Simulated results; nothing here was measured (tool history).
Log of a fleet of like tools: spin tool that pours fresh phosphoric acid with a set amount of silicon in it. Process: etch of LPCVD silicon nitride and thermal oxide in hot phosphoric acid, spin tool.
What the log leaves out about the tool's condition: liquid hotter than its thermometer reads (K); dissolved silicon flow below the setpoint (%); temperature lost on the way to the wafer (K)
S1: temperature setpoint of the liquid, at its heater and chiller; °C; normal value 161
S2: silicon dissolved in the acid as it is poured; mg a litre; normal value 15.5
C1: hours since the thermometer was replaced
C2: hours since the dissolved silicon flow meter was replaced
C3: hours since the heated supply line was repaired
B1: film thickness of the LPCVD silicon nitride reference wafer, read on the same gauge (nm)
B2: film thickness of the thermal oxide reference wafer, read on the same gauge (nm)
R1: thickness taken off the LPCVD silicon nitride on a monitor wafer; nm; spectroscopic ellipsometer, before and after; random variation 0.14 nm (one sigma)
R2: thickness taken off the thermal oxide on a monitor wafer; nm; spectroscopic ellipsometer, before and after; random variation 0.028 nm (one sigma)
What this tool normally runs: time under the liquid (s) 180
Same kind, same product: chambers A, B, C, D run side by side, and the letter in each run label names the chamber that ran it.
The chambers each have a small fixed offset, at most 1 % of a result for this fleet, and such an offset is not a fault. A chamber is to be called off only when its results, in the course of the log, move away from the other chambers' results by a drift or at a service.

{"run": "1B", "hour": 7.1, "S1": 161, "S2": 15.5, "time under the liquid (s)": 180, "C1": 21.2, "C2": 1449.9, "C3": 1808.9, "B1": 70.021, "B2": 89.982, "R1": 14.507, "R2": 0.34368}
{"hour": 14.3, "done": "chamber A: thermometer replaced"}
{"run": "2C", "hour": 14.3, "S1": 161, "S2": 15.5, "time under the liquid (s)": 180, "C1": 699.3, "C2": 1419.2, "C3": 1211.2, "B1": 69.991, "B2": 90.007, "R1": 14.305, "R2": 0.44065}
{"hour": 17.2, "done": "chamber B: heated supply line repaired"}
{"run": "3A", "hour": 18.3, "S1": 161, "S2": 15.5, "time under the liquid (s)": 180, "C1": 4.1, "C2": 262.3, "C3": 124.8, "B1": 70.022, "B2": 90.014, "R1": 14.577, "R2": 0.36907}
{"run": "4D", "hour": 24.8, "S1": 161, "S2": 15.5, "time under the liquid (s)": 180, "C1": 437.1, "C2": 730.1, "C3": 215.4, "B1": 70.064, "B2": 90.001, "R1": 14.31, "R2": 0.39321}
{"run": "5A", "hour": 31.5, "S1": 161, "S2": 15.5, "time under the liquid (s)": 180, "C1": 17.3, "C2": 275.5, "C3": 138, "B1": 69.982, "B2": 90.008, "R1": 14.318, "R2": 0.38535}
{"run": "6B", "hour": 38.4, "S1": 161, "S2": 15.5, "time under the liquid (s)": 180, "C1": 52.5, "C2": 1481.2, "C3": 21.2, "B1": 69.981, "B2": 90.009, "R1": 14.648, "R2": 0.35468}
{"run": "7D", "hour": 43.9, "S1": 161, "S2": 15.5, "time under the liquid (s)": 180, "C1": 456.2, "C2": 749.2, "C3": 234.5, "B1": 70.033, "B2": 90.004, "R1": 14.681, "R2": 0.43742}
{"run": "8C", "hour": 51.4, "S1": 161, "S2": 15.5, "time under the liquid (s)": 180, "C1": 736.4, "C2": 1456.3, "C3": 1248.3, "B1": 70.025, "B2": 90.016, "R1": 14.35, "R2": 0.36116}
{"run": "9A", "hour": 58.2, "S1": 161, "S2": 15.5, "time under the liquid (s)": 180, "C1": 44, "C2": 302.2, "C3": 164.7, "B1": 69.966, "B2": 90.008, "R1": 14.557, "R2": 0.38758}
{"run": "10D", "hour": 63.8, "S1": 161, "S2": 15.5, "time under the liquid (s)": 180, "C1": 476.1, "C2": 769.1, "C3": 254.4, "B1": 70.015, "B2": 90.011, "R1": 14.416, "R2": 0.40512}
{"run": "11B", "hour": 69.2, "S1": 161, "S2": 21.5, "time under the liquid (s)": 220, "C1": 83.3, "C2": 1512, "C3": 52, "B1": 70.039, "B2": 90.008, "R1": 17.643, "R2": 0.41537}
{"run": "12C", "hour": 76.6, "S1": 161, "S2": 21.5, "time under the liquid (s)": 220, "C1": 761.6, "C2": 1481.5, "C3": 1273.5, "B1": 70.023, "B2": 89.973, "R1": 17.536, "R2": 0.40404}
{"hour": 80.6, "done": "chamber B: dissolved silicon flow meter replaced"}
{"run": "13C", "hour": 83.3, "S1": 161, "S2": 21.5, "time under the liquid (s)": 220, "C1": 768.3, "C2": 1488.2, "C3": 1280.2, "B1": 70.013, "B2": 90.006, "R1": 17.749, "R2": 0.40295}
{"run": "14D", "hour": 87.7, "S1": 161, "S2": 21.5, "time under the liquid (s)": 220, "C1": 500, "C2": 793, "C3": 278.3, "B1": 70.019, "B2": 89.985, "R1": 17.765, "R2": 0.4626}
{"run": "15A", "hour": 93.4, "S1": 161, "S2": 15.5, "time under the liquid (s)": 265, "C1": 79.2, "C2": 337.4, "C3": 199.9, "B1": 69.989, "B2": 89.971, "R1": 21.438, "R2": 0.51203}
{"run": "16B", "hour": 97.6, "S1": 161, "S2": 15.5, "time under the liquid (s)": 265, "C1": 111.7, "C2": 17, "C3": 80.4, "B1": 70.013, "B2": 89.998, "R1": 21.406, "R2": 0.52608}
{"run": "17D", "hour": 101.7, "S1": 161, "S2": 15.5, "time under the liquid (s)": 265, "C1": 514, "C2": 807, "C3": 292.3, "B1": 69.955, "B2": 89.999, "R1": 21.16, "R2": 0.6102}
{"run": "18A", "hour": 108.5, "S1": 161, "S2": 15.5, "time under the liquid (s)": 265, "C1": 94.3, "C2": 352.5, "C3": 215, "B1": 70.013, "B2": 89.994, "R1": 21.853, "R2": 0.57148}
{"run": "19B", "hour": 116.2, "S1": 161, "S2": 15.5, "time under the liquid (s)": 180, "C1": 130.3, "C2": 35.6, "C3": 99, "B1": 69.955, "B2": 90.024, "R1": 14.647, "R2": 0.39511}
{"run": "20C", "hour": 121.7, "S1": 161, "S2": 15.5, "time under the liquid (s)": 180, "C1": 806.7, "C2": 1526.6, "C3": 1318.6, "B1": 69.989, "B2": 90, "R1": 14.654, "R2": 0.38804}
{"run": "21C", "hour": 126.5, "S1": 163, "S2": 15.5, "time under the liquid (s)": 115, "C1": 811.5, "C2": 1531.4, "C3": 1323.4, "B1": 69.989, "B2": 90.011, "R1": 10.105, "R2": 0.27957}
{"run": "22A", "hour": 133.8, "S1": 163, "S2": 15.5, "time under the liquid (s)": 115, "C1": 119.6, "C2": 377.8, "C3": 240.3, "B1": 70.039, "B2": 89.997, "R1": 10.095, "R2": 0.28815}
{"run": "23D", "hour": 141.8, "S1": 163, "S2": 15.5, "time under the liquid (s)": 115, "C1": 554.1, "C2": 847.1, "C3": 332.4, "B1": 69.996, "B2": 90.005, "R1": 9.9024, "R2": 0.303}
{"run": "24B", "hour": 145.7, "S1": 163, "S2": 15.5, "time under the liquid (s)": 115, "C1": 159.8, "C2": 65.1, "C3": 128.5, "B1": 70.03, "B2": 89.993, "R1": 9.8681, "R2": 0.29248}
{"run": "25A", "hour": 150.4, "S1": 161, "S2": 5, "time under the liquid (s)": 275, "C1": 136.2, "C2": 394.4, "C3": 256.9, "B1": 69.993, "B2": 90.007, "R1": 21.796, "R2": 0.84128}
{"run": "26D", "hour": 155.1, "S1": 161, "S2": 5, "time under the liquid (s)": 275, "C1": 567.4, "C2": 860.4, "C3": 345.7, "B1": 69.99, "B2": 89.975, "R1": 22.11, "R2": 0.71828}
{"run": "27B", "hour": 159.3, "S1": 161, "S2": 5, "time under the liquid (s)": 275, "C1": 173.4, "C2": 78.7, "C3": 142.1, "B1": 69.98, "B2": 89.977, "R1": 22.479, "R2": 0.76975}
{"run": "28C", "hour": 167.0, "S1": 161, "S2": 5, "time under the liquid (s)": 275, "C1": 852, "C2": 1571.9, "C3": 1363.9, "B1": 70.012, "B2": 90.008, "R1": 23.348, "R2": 0.83175}
{"run": "29D", "hour": 170.8, "S1": 161, "S2": 15.5, "time under the liquid (s)": 180, "C1": 583.1, "C2": 876.1, "C3": 361.4, "B1": 69.985, "B2": 89.985, "R1": 14.577, "R2": 0.41013}
{"hour": 171.0, "done": "chamber D: thermometer replaced"}
{"run": "30A", "hour": 176.1, "S1": 161, "S2": 15.5, "time under the liquid (s)": 180, "C1": 161.9, "C2": 420.1, "C3": 282.6, "B1": 70.006, "B2": 89.992, "R1": 14.38, "R2": 0.39636}
{"run": "31C", "hour": 180.1, "S1": 161, "S2": 15.5, "time under the liquid (s)": 180, "C1": 865.1, "C2": 1585, "C3": 1377, "B1": 69.993, "B2": 90.003, "R1": 15.424, "R2": 0.46274}
{"run": "32B", "hour": 187.7, "S1": 161, "S2": 15.5, "time under the liquid (s)": 180, "C1": 201.8, "C2": 107.1, "C3": 170.5, "B1": 70, "B2": 90.01, "R1": 14.674, "R2": 0.41059}
{"run": "33A", "hour": 195.0, "S1": 161, "S2": 15.5, "time under the liquid (s)": 180, "C1": 180.8, "C2": 439, "C3": 301.5, "B1": 70.05, "B2": 89.998, "R1": 14.522, "R2": 0.39991}
{"run": "34C", "hour": 201.8, "S1": 161, "S2": 26.5, "time under the liquid (s)": 250, "C1": 886.8, "C2": 1606.7, "C3": 1398.7, "B1": 70.001, "B2": 89.977, "R1": 21.584, "R2": 0.46347}
{"run": "35B", "hour": 207.5, "S1": 161, "S2": 26.5, "time under the liquid (s)": 250, "C1": 221.6, "C2": 126.9, "C3": 190.3, "B1": 69.993, "B2": 90.019, "R1": 20.334, "R2": 0.40508}
{"run": "36D", "hour": 215.4, "S1": 161, "S2": 26.5, "time under the liquid (s)": 250, "C1": 44.5, "C2": 920.7, "C3": 406, "B1": 69.973, "B2": 90.008, "R1": 20.34, "R2": 0.36669}
{"run": "37D", "hour": 222.4, "S1": 161, "S2": 26.5, "time under the liquid (s)": 250, "C1": 51.5, "C2": 927.7, "C3": 413, "B1": 69.969, "B2": 90.005, "R1": 20.347, "R2": 0.40917}
{"run": "38C", "hour": 226.5, "S1": 161, "S2": 15.5, "time under the liquid (s)": 180, "C1": 911.5, "C2": 1631.4, "C3": 1423.4, "B1": 69.987, "B2": 89.981, "R1": 15.795, "R2": 0.44993}
{"run": "39A", "hour": 231.8, "S1": 161, "S2": 15.5, "time under the liquid (s)": 180, "C1": 217.6, "C2": 475.8, "C3": 338.3, "B1": 70.005, "B2": 90.002, "R1": 14.558, "R2": 0.37631}

Which is it: a chamber that has drifted or been left off by a service, a gauge drift common to all chambers, or only each chamber's usual small offset? If a chamber is off, name it and its likeliest cause.

It is chamber C that slowly wanders off from its peers.
Likeliest cause: liquid hotter than its thermometer reads (K) = 2.48.

Chamber C could run next with any of the 4 candidate recipes listed below; each alters the usual settings, and their results appear as question marks. Which one brings its results back in line with what the other chambers deliver on the usual settings?
In line means no further than this from the other chambers' mean on the usual settings: R1 0.5 nm; R2 0.099 nm
{"run": "40C-1", "hour": 237.6, "S1": 160.5, "S2": 22, "time under the liquid (s)": 160, "R1": "?", "R2": "?"}
{"run": "40C-2", "hour": 237.6, "S1": 161.5, "S2": 12, "time under the liquid (s)": 190, "R1": "?", "R2": "?"}
{"run": "40C-3", "hour": 237.6, "S1": 160.5, "S2": 19, "time under the liquid (s)": 170, "R1": "?", "R2": "?"}
{"run": "40C-4", "hour": 237.6, "S1": 161.5, "S2": 8.5, "time under the liquid (s)": 205, "R1": "?", "R2": "?"}

The other chambers' mean on the usual settings: R1 14.532 nm; R2 0.38699 nm
run=40C-1 R1=13.8 R2=0.34838
run=40C-2 R1=16.932 R2=0.57767
run=40C-3 R1=14.662 R2=0.40258
run=40C-4 R1=18.269 R2=0.67256
The right change is 40C-3: it brings the chamber back within the allowed miss of the others.

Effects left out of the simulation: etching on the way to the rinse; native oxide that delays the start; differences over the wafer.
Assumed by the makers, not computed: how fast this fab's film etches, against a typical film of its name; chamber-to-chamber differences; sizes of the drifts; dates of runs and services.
